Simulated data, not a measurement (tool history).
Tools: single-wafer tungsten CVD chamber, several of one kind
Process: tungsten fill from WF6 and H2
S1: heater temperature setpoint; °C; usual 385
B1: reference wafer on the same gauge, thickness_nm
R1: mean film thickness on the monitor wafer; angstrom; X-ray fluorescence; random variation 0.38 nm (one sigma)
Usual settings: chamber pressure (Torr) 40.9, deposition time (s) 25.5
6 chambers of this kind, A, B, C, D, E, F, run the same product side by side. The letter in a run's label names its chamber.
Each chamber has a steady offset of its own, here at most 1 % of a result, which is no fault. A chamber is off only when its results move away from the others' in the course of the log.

run 1F hour=8.1 | S1=385 chamber_pressure_(Torr)=40.9 deposition_time_(s)=25.5 | B1=51.568 | R1=651.78
run 2B hour=18.8 | S1=385 chamber_pressure_(Torr)=40.9 deposition_time_(s)=25.5 | B1=51.474 | R1=647.35
run 3E hour=29.3 | S1=385 chamber_pressure_(Torr)=40.9 deposition_time_(s)=25.5 | B1=51.483 | R1=646.33
run 4D hour=40.1 | S1=385 chamber_pressure_(Torr)=40.9 deposition_time_(s)=25.5 | B1=51.564 | R1=651.34
run 5C hour=53.5 | S1=385 chamber_pressure_(Torr)=40.9 deposition_time_(s)=25.5 | B1=51.504 | R1=640.51
run 6A hour=67.3 | S1=385 chamber_pressure_(Torr)=40.9 deposition_time_(s)=25.5 | B1=51.431 | R1=652.10
run 7F hour=77.8 | S1=385 chamber_pressure_(Torr)=40.9 deposition_time_(s)=25.5 | B1=51.538 | R1=647.99
run 8D hour=85.8 | S1=379 chamber_pressure_(Torr)=33.7 deposition_time_(s)=25.5 | B1=51.526 | R1=524.30
run 9E hour=95.4 | S1=379 chamber_pressure_(Torr)=33.7 deposition_time_(s)=25.5 | B1=51.517 | R1=519.31
run 10C hour=109.1 | S1=379 chamber_pressure_(Torr)=33.7 deposition_time_(s)=25.5 | B1=51.507 | R1=514.94
run 11B hour=117.4 | S1=379 chamber_pressure_(Torr)=33.7 deposition_time_(s)=25.5 | B1=51.530 | R1=527.40
run 12A hour=127.0 | S1=379 chamber_pressure_(Torr)=33.7 deposition_time_(s)=25.5 | B1=51.526 | R1=522.68
run 13B hour=137.0 | S1=379 chamber_pressure_(Torr)=33.7 deposition_time_(s)=25.5 | B1=51.504 | R1=520.24
run 14F hour=151.0 | S1=385 chamber_pressure_(Torr)=40.9 deposition_time_(s)=25.5 | B1=51.485 | R1=653.51
run 15E hour=164.5 | S1=385 chamber_pressure_(Torr)=40.9 deposition_time_(s)=25.5 | B1=51.495 | R1=645.91
run 16D hour=177.7 | S1=385 chamber_pressure_(Torr)=40.9 deposition_time_(s)=25.5 | B1=51.471 | R1=655.50
run 17A hour=186.3 | S1=385 chamber_pressure_(Torr)=31.2 deposition_time_(s)=23.8 | B1=51.496 | R1=536.44
run 18C hour=197.0 | S1=385 chamber_pressure_(Torr)=31.2 deposition_time_(s)=23.8 | B1=51.436 | R1=526.29
run 19B hour=208.9 | S1=385 chamber_pressure_(Torr)=31.2 deposition_time_(s)=23.8 | B1=51.472 | R1=527.86
run 20C hour=216.6 | S1=385 chamber_pressure_(Torr)=31.2 deposition_time_(s)=23.8 | B1=51.488 | R1=523.21
run 21F hour=223.7 | S1=385 chamber_pressure_(Torr)=31.2 deposition_time_(s)=23.8 | B1=51.569 | R1=525.91
run 22E hour=237.3 | S1=385 chamber_pressure_(Torr)=31.2 deposition_time_(s)=23.8 | B1=51.506 | R1=531.51
-- hour=246.6 chamber B: thermocouple changed; heater temperature recalibrated
run 23A hour=247.3 | S1=385 chamber_pressure_(Torr)=40.9 deposition_time_(s)=25.5 | B1=51.436 | R1=649.49
run 24D hour=259.4 | S1=385 chamber_pressure_(Torr)=40.9 deposition_time_(s)=25.5 | B1=51.506 | R1=649.14
run 25F hour=274.0 | S1=385 chamber_pressure_(Torr)=40.9 deposition_time_(s)=25.5 | B1=51.505 | R1=648.83
run 26A hour=288.5 | S1=385 chamber_pressure_(Torr)=40.9 deposition_time_(s)=25.5 | B1=51.471 | R1=651.48
run 27C hour=299.2 | S1=385 chamber_pressure_(Torr)=40.9 deposition_time_(s)=25.5 | B1=51.490 | R1=632.30
run 28E hour=307.4 | S1=385 chamber_pressure_(Torr)=40.9 deposition_time_(s)=25.5 | B1=51.506 | R1=643.67
run 29B hour=318.3 | S1=385 chamber_pressure_(Torr)=44.8 deposition_time_(s)=25.5 | B1=51.488 | R1=627.80
-- hour=318.5 chamber C: capacitance manometer re-zeroed and calibrated
run 30D hour=328.5 | S1=385 chamber_pressure_(Torr)=44.8 deposition_time_(s)=25.5 | B1=51.490 | R1=676.24
run 31E hour=338.2 | S1=385 chamber_pressure_(Torr)=44.8 deposition_time_(s)=25.5 | B1=51.504 | R1=670.47
run 32F hour=351.9 | S1=385 chamber_pressure_(Torr)=44.8 deposition_time_(s)=25.5 | B1=51.576 | R1=677.66
run 33C hour=363.1 | S1=385 chamber_pressure_(Torr)=44.8 deposition_time_(s)=25.5 | B1=51.499 | R1=663.29
run 34A hour=371.3 | S1=385 chamber_pressure_(Torr)=44.8 deposition_time_(s)=25.5 | B1=51.504 | R1=671.38
run 35B hour=380.6 | S1=385 chamber_pressure_(Torr)=40.9 deposition_time_(s)=25.5 | B1=51.550 | R1=597.38
run 36D hour=394.4 | S1=385 chamber_pressure_(Torr)=40.9 deposition_time_(s)=25.5 | B1=51.417 | R1=643.50
run 37A hour=407.2 | S1=385 chamber_pressure_(Torr)=40.9 deposition_time_(s)=25.5 | B1=51.448 | R1=643.35
run 38D hour=417.4 | S1=385 chamber_pressure_(Torr)=40.9 deposition_time_(s)=25.5 | B1=51.512 | R1=648.22
run 39C hour=427.2 | S1=385 chamber_pressure_(Torr)=40.9 deposition_time_(s)=25.5 | B1=51.521 | R1=636.44
run 40E hour=437.1 | S1=385 chamber_pressure_(Torr)=40.9 deposition_time_(s)=25.5 | B1=51.439 | R1=639.38
run 41B hour=450.2 | S1=385 chamber_pressure_(Torr)=50.8 deposition_time_(s)=25.5 | B1=51.488 | R1=658.22
run 42F hour=458.2 | S1=385 chamber_pressure_(Torr)=50.8 deposition_time_(s)=25.5 | B1=51.465 | R1=715.14
run 43A hour=467.7 | S1=385 chamber_pressure_(Torr)=50.8 deposition_time_(s)=25.5 | B1=51.506 | R1=705.34
-- hour=477.5 chamber D: capacitance manometer re-zeroed and calibrated
run 44D hour=481.1 | S1=385 chamber_pressure_(Torr)=50.8 deposition_time_(s)=25.5 | B1=51.494 | R1=713.99

All 6 chambers run these settings next. Forecast each chamber's results:
run 45A hour=491.6 | S1=385 chamber_pressure_(Torr)=40.9 deposition_time_(s)=25.5 | R1=?
run 45B hour=491.6 | S1=385 chamber_pressure_(Torr)=40.9 deposition_time_(s)=25.5 | R1=?
run 45C hour=491.6 | S1=385 chamber_pressure_(Torr)=40.9 deposition_time_(s)=25.5 | R1=?
run 45D hour=491.6 | S1=385 chamber_pressure_(Torr)=40.9 deposition_time_(s)=25.5 | R1=?
run 45E hour=491.6 | S1=385 chamber_pressure_(Torr)=40.9 deposition_time_(s)=25.5 | R1=?
run 45F hour=491.6 | S1=385 chamber_pressure_(Torr)=40.9 deposition_time_(s)=25.5 | R1=?

run=45A R1=644.97
run=45B R1=600.61
run=45C R1=641.27
run=45D R1=653.19
run=45E R1=641.64
run=45F R1=652.04
